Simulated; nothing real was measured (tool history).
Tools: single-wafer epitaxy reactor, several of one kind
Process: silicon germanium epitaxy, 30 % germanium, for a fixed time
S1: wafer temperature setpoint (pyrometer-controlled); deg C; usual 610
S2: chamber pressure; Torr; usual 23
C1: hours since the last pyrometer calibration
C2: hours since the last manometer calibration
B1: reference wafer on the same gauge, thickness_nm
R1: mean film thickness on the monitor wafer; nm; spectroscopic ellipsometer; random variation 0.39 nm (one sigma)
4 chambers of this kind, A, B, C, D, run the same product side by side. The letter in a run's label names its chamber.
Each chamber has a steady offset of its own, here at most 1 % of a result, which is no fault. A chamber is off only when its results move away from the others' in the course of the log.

run	hour	S1	S2	C1	C2	B1	R1
1C	6.2	610	23	891.4	734.3	64.833	74.866
2A	11.9	610	23	1669.8	401.6	64.955	74.602
3B	19.9	610	23	748.1	958.5	64.95	75
4D	28.1	610	23	697.7	656.9	64.901	75.366
5C	32.9	610	23	918.1	761	64.887	76.029
6D	37.4	610	23	707	666.2	64.886	74.448
7B	42.8	610	23	771	981.4	64.79	73.896
8A	47.6	610	23	1705.5	437.3	64.888	74.052
9B	54.5	610	23	782.7	993.1	64.829	74.589
10C	58.4	610	23	943.6	786.5	64.834	75.32
11D	65.9	601	23	735.5	694.7	64.976	63.744
12A	72.1	601	23	1730	461.8	64.944	64.099
13B	76.7	601	23	804.9	1015.3	64.928	63.04
14C	85	601	23	970.2	813.1	64.959	63.773
15D	91.4	610	23	761	720.2	64.84	74.83
16A	96.8	610	23	1754.7	486.5	64.929	74.931
# hour 98.8: chamber A: pyrometer calibrated
17A	104.8	610	23	6	494.5	64.952	77.893
18C	112.1	610	23	997.3	840.2	64.889	75.252
19D	119.2	610	19.9	788.8	748	64.936	70.181
20B	124.9	610	19.9	853.1	1063.5	64.896	69.921
21C	130.2	610	19.9	1015.4	858.3	64.887	71.015
22D	136.3	610	19.9	805.9	765.1	64.894	70.663
23A	145.1	610	23	46.3	534.8	64.921	77.89
24B	149.3	610	23	877.5	1087.9	64.925	74.944
25B	153.3	610	23	881.5	1091.9	64.933	74.347
26D	158.6	617	27.7	828.2	787.4	64.988	90.681
27C	166.3	617	27.7	1051.5	894.4	64.941	91.101

Next, every chamber runs the same settings. What will each give?
28A	172.8	610	26.1				?
28B	172.8	610	26.1				?
28C	172.8	610	26.1				?
28D	172.8	610	26.1				?

run	R1
28A	82.265
28B	77.592
28C	78.858
28D	78.833

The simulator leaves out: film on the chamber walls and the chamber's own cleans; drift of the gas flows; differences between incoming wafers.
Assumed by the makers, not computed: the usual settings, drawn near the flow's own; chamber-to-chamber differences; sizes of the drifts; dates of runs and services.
